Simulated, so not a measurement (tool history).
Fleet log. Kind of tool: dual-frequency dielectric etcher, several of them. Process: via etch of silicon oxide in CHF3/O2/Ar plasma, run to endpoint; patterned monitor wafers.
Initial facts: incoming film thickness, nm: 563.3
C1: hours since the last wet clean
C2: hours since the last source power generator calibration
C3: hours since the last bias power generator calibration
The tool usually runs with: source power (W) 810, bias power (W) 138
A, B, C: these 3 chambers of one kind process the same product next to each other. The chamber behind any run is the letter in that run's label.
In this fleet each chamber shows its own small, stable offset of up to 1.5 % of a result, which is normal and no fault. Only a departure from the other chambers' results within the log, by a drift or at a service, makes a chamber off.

run 1C day=0.338 | source_power_(W)=810 bias_power_(W)=138 | C1=414.8 C2=3113 C3=178.2 | endpoint_time_(s)=279.05
run 2B day=0.617 | source_power_(W)=810 bias_power_(W)=138 | C1=165.2 C2=3622.6 C3=3366.8 | endpoint_time_(s)=276.57
run 3A day=1.083 | source_power_(W)=810 bias_power_(W)=138 | C1=34.7 C2=2476.2 C3=400.1 | endpoint_time_(s)=278.74
run 4B day=1.412 | source_power_(W)=810 bias_power_(W)=138 | C1=184.3 C2=3641.7 C3=3385.9 | endpoint_time_(s)=276.85
run 5A day=1.833 | source_power_(W)=810 bias_power_(W)=138 | C1=52.7 C2=2494.2 C3=418.1 | endpoint_time_(s)=279.29
run 6C day=2.392 | source_power_(W)=810 bias_power_(W)=138 | C1=464.1 C2=3162.3 C3=227.5 | endpoint_time_(s)=279.6
-- day=2.754 chamber C: wet clean of the chamber
run 7B day=2.85 | source_power_(W)=810 bias_power_(W)=138 | C1=218.8 C2=3676.2 C3=3420.4 | endpoint_time_(s)=276.19
run 8C day=3.292 | source_power_(W)=810 bias_power_(W)=138 | C1=13 C2=3183.9 C3=249.1 | endpoint_time_(s)=291.67
run 9A day=3.6 | source_power_(W)=810 bias_power_(W)=138 | C1=95.1 C2=2536.6 C3=460.5 | endpoint_time_(s)=279.42
run 10A day=3.883 | source_power_(W)=810 bias_power_(W)=138 | C1=101.9 C2=2543.4 C3=467.3 | endpoint_time_(s)=279.37
run 11C day=4.371 | source_power_(W)=690 bias_power_(W)=155 | C1=38.9 C2=3209.8 C3=275 | endpoint_time_(s)=297.17
run 12B day=4.762 | source_power_(W)=690 bias_power_(W)=155 | C1=264.7 C2=3722.1 C3=3466.3 | endpoint_time_(s)=285.35
run 13A day=5.158 | source_power_(W)=690 bias_power_(W)=155 | C1=132.5 C2=2574 C3=497.9 | endpoint_time_(s)=284.36
run 14C day=5.658 | source_power_(W)=660 bias_power_(W)=138 | C1=69.8 C2=3240.7 C3=305.9 | endpoint_time_(s)=317.35
run 15B day=6.017 | source_power_(W)=660 bias_power_(W)=138 | C1=294.8 C2=3752.2 C3=3496.4 | endpoint_time_(s)=300.76
run 16B day=6.588 | source_power_(W)=660 bias_power_(W)=138 | C1=308.5 C2=3765.9 C3=3510.1 | endpoint_time_(s)=299.34
run 17C day=7.025 | source_power_(W)=810 bias_power_(W)=138 | C1=102.6 C2=3273.5 C3=338.7 | endpoint_time_(s)=292.99
run 18A day=7.404 | source_power_(W)=700 bias_power_(W)=138 | C1=186.4 C2=2627.9 C3=551.8 | endpoint_time_(s)=294.51
run 19B day=7.721 | source_power_(W)=700 bias_power_(W)=138 | C1=335.7 C2=3793.1 C3=3537.3 | endpoint_time_(s)=293.96
run 20A day=8.279 | source_power_(W)=700 bias_power_(W)=138 | C1=207.4 C2=2648.9 C3=572.8 | endpoint_time_(s)=294.54
run 21C day=8.6 | source_power_(W)=810 bias_power_(W)=138 | C1=140.4 C2=3311.3 C3=376.5 | endpoint_time_(s)=292.04
run 22C day=9.062 | source_power_(W)=810 bias_power_(W)=138 | C1=151.5 C2=3322.4 C3=387.6 | endpoint_time_(s)=291.47

Next, all 3 chambers run the settings below, one line each with question marks for the results. What does each chamber give?
run 23A day=9.471 | source_power_(W)=810 bias_power_(W)=168 | endpoint_time_(s)=?
run 23B day=9.471 | source_power_(W)=810 bias_power_(W)=168 | endpoint_time_(s)=?
run 23C day=9.471 | source_power_(W)=810 bias_power_(W)=168 | endpoint_time_(s)=?

run=23A endpoint_time_(s)=260.53
run=23B endpoint_time_(s)=262.25
run=23C endpoint_time_(s)=274.92
